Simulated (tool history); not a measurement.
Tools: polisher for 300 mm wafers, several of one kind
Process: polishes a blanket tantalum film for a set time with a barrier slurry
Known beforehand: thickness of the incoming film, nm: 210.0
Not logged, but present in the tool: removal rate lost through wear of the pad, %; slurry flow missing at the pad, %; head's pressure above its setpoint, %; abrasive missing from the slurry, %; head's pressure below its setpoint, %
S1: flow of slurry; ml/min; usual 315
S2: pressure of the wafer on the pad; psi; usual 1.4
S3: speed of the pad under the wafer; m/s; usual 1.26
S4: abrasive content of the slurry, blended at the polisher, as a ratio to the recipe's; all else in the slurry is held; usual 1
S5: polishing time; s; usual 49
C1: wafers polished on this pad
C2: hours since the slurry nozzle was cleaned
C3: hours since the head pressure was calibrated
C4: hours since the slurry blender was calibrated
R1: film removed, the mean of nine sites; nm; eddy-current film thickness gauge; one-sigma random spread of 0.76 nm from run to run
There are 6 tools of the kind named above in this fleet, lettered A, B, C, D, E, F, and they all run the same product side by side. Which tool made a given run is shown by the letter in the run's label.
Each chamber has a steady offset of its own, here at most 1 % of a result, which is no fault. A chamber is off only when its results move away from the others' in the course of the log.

run   hour   S1   S2    S3   S4  S5    C1     C2     C3     C4      R1
 1A    4.7  315  1.4  1.26    1  49   840  142.3  257.6    134  74.029
       7.8  -- chamber B: worn pad replaced by a new one
 2B    8.9  315  1.4  1.26    1  49    10  314.8  615.3     47  73.917
 3E   13.8  315  1.4  1.26    1  49   410  427.9  251.4    237  72.841
      19.4  -- chamber A: worn pad replaced by a new one
 4D   20.6  315  1.4  1.26    1  49   958   39.2  636.1  154.8  73.881
      21.2  -- chamber D: worn pad replaced by a new one
        23  -- chamber C: slurry blender recalibrated
 5F     27  315  1.4  1.26    1  49   824  387.2  349.1   27.6  73.471
 6C   33.1  315  1.4  1.26    1  49   820  211.9  259.2   10.2  75.072
 7A   38.8  315  1.4  1.26    1  49   175  176.4  291.7  168.1  75.159
 8D   43.4  315  1.4  1.26    1  49   201     62  658.9  177.6  74.476
        45  -- chamber C: slurry nozzle cleaned
 9B   48.4  315  1.4  1.26    1  49   367  354.3  654.8   86.5  73.815
      51.1  -- chamber E: worn pad replaced by a new one
      52.6  -- chamber C: worn pad replaced by a new one
10E   53.2  315  1.4  1.26    1  49    19  467.3  290.8  276.4  73.699
11F   57.8  315  1.4  1.26    1  49  1102    418  379.9   58.4  73.793
      61.7  -- chamber F: worn pad replaced by a new one
12C   63.9  315  1.4  1.26    1  49   102     19    290     41  74.094
13B   68.8  315  1.4  1.26    1  49   552  374.7  675.2  106.9  75.464
14D   74.1  315  1.4  1.26    1  49   479   92.7  689.6  208.3  74.145
15C   79.5  315  1.4  1.26    1  49   243   34.6  305.6   56.6  72.404
16F   84.9  315  1.4  1.26    1  49   210  445.1    407   85.5  74.255
17A   89.3  360  1.8  1.26    1  49   632  226.9  342.2  218.6  95.527
18E   92.6  360  1.8  1.26    1  49   376  506.7  330.2  315.8  97.481
19F   96.3  360  1.8  1.26    1  49   313  456.5  418.4   96.9  95.331
20C  100.3  360  1.8  1.26    1  49   432   55.4  326.4   77.4  96.946
21A  104.2  360  1.8  1.26    1  49   767  241.8  357.1  233.5  95.712
22E  110.4  360  1.8  1.26    1  49   537  524.5    348  333.6  96.847
     112.2  -- chamber D: worn pad replaced by a new one
23B  113.7  315  1.4  1.26  1.2  49   958  419.6  720.1  151.8  79.905
     120.5  -- chamber B: slurry blender recalibrated
24D  120.6  315  1.4  1.26  1.2  49    76  139.2  736.1  254.8  77.516
     122.1  -- chamber B: slurry nozzle cleaned
25C  126.1  315  1.4  1.26  1.2  49   665   81.2  352.2  103.2  78.019
     128.7  -- chamber F: slurry blender recalibrated
26A  130.2  315  1.4  1.26  1.2  49  1002  267.8  383.1  259.5  77.832
     132.1  -- chamber E: worn pad replaced by a new one
27B  136.7  315  1.4  1.26  1.2  49  1166   14.6  743.1   16.2  82.096
     137.8  -- chamber A: worn pad replaced by a new one
     140.7  -- chamber B: worn pad replaced by a new one
28E  141.2  315  1.4  1.26  1.2  49    82  555.3  378.8  364.4  77.334
29D  146.2  315  1.4  1.68    1  54   307  164.8  761.7  280.4  112.07
30F  150.2  315  1.4  1.68    1  54   800  510.4  472.3   21.6  108.35
     153.7  -- chamber F: head pressure recalibrated
31F  154.9  315  1.4  1.68    1  54   843  515.1    1.2   26.3  107.37
       161  -- chamber C: worn pad replaced by a new one
32E  161.9  315  1.4  1.68    1  54   270    576  399.5  385.1  107.85
33A  168.5  315  1.4  1.68    1  54   278  306.1  421.4  297.8  109.52
34B  175.4  315  1.4  1.68    1  54   314   53.3  781.8   54.9  115.29
35C  179.6  315  1.4  1.26    1  49   168  134.7  405.7  156.7  73.928
36D  183.1  315  1.4  1.26    1  49   641  201.7  798.6  317.3  74.883
37F  189.6  315  1.4  1.26    1  49  1157  549.8   35.9     61   72.68
38C  192.7  315  1.4  1.26    1  49   287  147.8  418.8  169.8  72.116

Which is it: a chamber that has drifted or been left off by a service, a gauge drift common to all chambers, or only each chamber's usual small offset? If a chamber is off, name it and its likeliest cause.

Chamber B drifts away from the others.
Most likely cause: head's pressure above its setpoint, % = 9.85.

Which of the 4 candidates below, each the usual settings with something changed and its results left as question marks, puts chamber B back in line with what the other chambers give on the usual settings?
Maximum distance from the other chambers' mean on the usual settings for a result to count as in line: R1 2.7 nm
39B-1  197.7  315  1.4  1.24   1  49                   ?
39B-2  197.7  315  1.4  1.36   1  49                   ?
39B-3  197.7  315  1.4  1.28   1  49                   ?
39B-4  197.7  315  1.4  1.26   1  45                   ?

Average result of the remaining chambers running the usual settings: R1 73.766 nm
  run      R1
39B-1  78.654
39B-2  86.348
39B-3  81.219
39B-4  73.411
The answer is 39B-4, which returns the chamber to within the allowed miss of the others.
